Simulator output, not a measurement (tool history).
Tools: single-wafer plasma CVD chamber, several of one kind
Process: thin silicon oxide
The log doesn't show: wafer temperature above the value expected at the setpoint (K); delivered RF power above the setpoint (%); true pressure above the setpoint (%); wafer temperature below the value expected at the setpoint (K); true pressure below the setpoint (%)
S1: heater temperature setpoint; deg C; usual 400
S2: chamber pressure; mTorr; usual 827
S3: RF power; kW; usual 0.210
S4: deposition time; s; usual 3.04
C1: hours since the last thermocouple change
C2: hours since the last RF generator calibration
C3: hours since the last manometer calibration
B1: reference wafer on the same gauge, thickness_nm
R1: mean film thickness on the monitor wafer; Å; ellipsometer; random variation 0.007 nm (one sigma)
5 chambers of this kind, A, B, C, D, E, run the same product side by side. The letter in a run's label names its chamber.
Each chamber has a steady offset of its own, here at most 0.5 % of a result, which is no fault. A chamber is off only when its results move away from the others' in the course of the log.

run,hour,S1,S2,S3,S4,C1,C2,C3,B1,R1
1A,6.2,400,827,0.210,3.04,1865.8,623.2,786.4,4.7294,49.218
2C,11.1,400,827,0.210,3.04,703.6,415.6,334.7,4.7302,49.041
3E,14.1,400,827,0.210,3.04,1037.1,2051.0,924.1,4.7316,48.929
4D,20.6,400,827,0.210,3.04,1374.1,575.7,479.1,4.7319,49.176
5B,24.3,400,827,0.210,3.04,1672.2,161.4,299.1,4.7326,49.140
6E,28.5,400,827,0.210,3.04,1051.5,2065.4,938.5,4.7342,49.091
7B,32.7,400,827,0.210,3.04,1680.6,169.8,307.5,4.7341,49.213
8C,39.4,400,960,0.210,3.49,731.9,443.9,363.0,4.7349,63.962
9A,45.4,400,960,0.210,3.49,1905.0,662.4,825.6,4.7362,64.238
10D,49.7,400,960,0.210,3.49,1403.2,604.8,508.2,4.7359,63.974
11E,55.7,400,960,0.210,3.49,1078.7,2092.6,965.7,4.7377,63.948
12B,62.1,400,960,0.210,3.49,1710.0,199.2,336.9,4.7380,63.891
13C,65.8,400,827,0.210,3.04,758.3,470.3,389.4,4.7385,49.121
14D,71.4,400,827,0.210,3.04,1424.9,626.5,529.9,4.7406,49.251
15A,74.9,400,827,0.210,3.04,1934.5,691.9,855.1,4.7403,49.239
16E,79.4,395,827,0.180,3.04,1102.4,2116.3,989.4,4.7393,45.491
17B,83.4,395,827,0.180,3.04,1731.3,220.5,358.2,4.7417,45.635
18A,86.3,395,827,0.180,3.04,1945.9,703.3,866.5,4.7404,45.727
19D,91.9,395,827,0.180,3.04,1445.4,647.0,550.4,4.7420,45.683
20C,96.0,395,827,0.180,3.04,788.5,500.5,419.6,4.7449,45.499
21D,102.2,400,827,0.210,3.04,1455.7,657.3,560.7,4.7450,49.322
22E,107.8,400,827,0.210,3.04,1130.8,2144.7,1017.8,4.7436,49.120
23A,113.3,400,643,0.210,2.46,1972.9,730.3,893.5,4.7454,30.937
24C,118.0,400,643,0.210,2.46,810.5,522.5,441.6,4.7461,30.681
25B,124.5,400,643,0.210,2.46,1772.4,261.6,399.3,4.7464,31.123
26C,130.0,400,643,0.210,2.46,822.5,534.5,453.6,4.7472,30.742
27B,134.7,400,643,0.210,2.46,1782.6,271.8,409.5,4.7475,31.183
28D,138.1,400,827,0.210,3.04,1491.6,693.2,596.6,4.7477,49.283
29E,142.9,400,827,0.210,3.04,1165.9,2179.8,1052.9,4.7480,49.228
30A,147.4,400,827,0.210,3.04,2007.0,764.4,927.6,4.7504,49.365
31A,152.1,400,661,0.210,3.50,2011.7,769.1,932.3,4.7513,45.387
32B,155.9,400,661,0.210,3.50,1803.8,293.0,430.7,4.7495,45.642
33E,159.1,400,661,0.210,3.50,1182.1,2196.0,1069.1,4.7512,45.209
34D,162.8,400,661,0.210,3.50,1516.3,717.9,621.3,4.7511,45.380
35C,166.9,400,661,0.210,3.50,859.4,571.4,490.5,4.7541,45.067
36D,173.0,400,827,0.210,3.04,1526.5,728.1,631.5,4.7521,49.404
37C,177.5,400,906,0.210,3.04,870.0,582.0,501.1,4.7536,53.340
38A,183.7,400,906,0.210,3.04,2043.3,800.7,963.9,4.7545,53.410
39E,188.7,400,906,0.210,3.04,1211.7,2225.6,1098.7,4.7560,53.196
40B,195.1,400,906,0.210,3.04,1843.0,332.2,469.9,4.7563,53.147
41A,198.4,400,906,0.210,3.04,2058.0,815.4,978.6,4.7549,53.429
42C,202.5,400,827,0.210,3.04,895.0,607.0,526.1,4.7567,49.217

Next, every chamber runs the same settings. What will each give?
43A,207.4,400,827,0.245,3.04,,,,,?
43B,207.4,400,827,0.245,3.04,,,,,?
43C,207.4,400,827,0.245,3.04,,,,,?
43D,207.4,400,827,0.245,3.04,,,,,?
43E,207.4,400,827,0.245,3.04,,,,,?

run,R1
43A,53.437
43B,52.923
43C,53.096
43D,53.083
43E,52.941
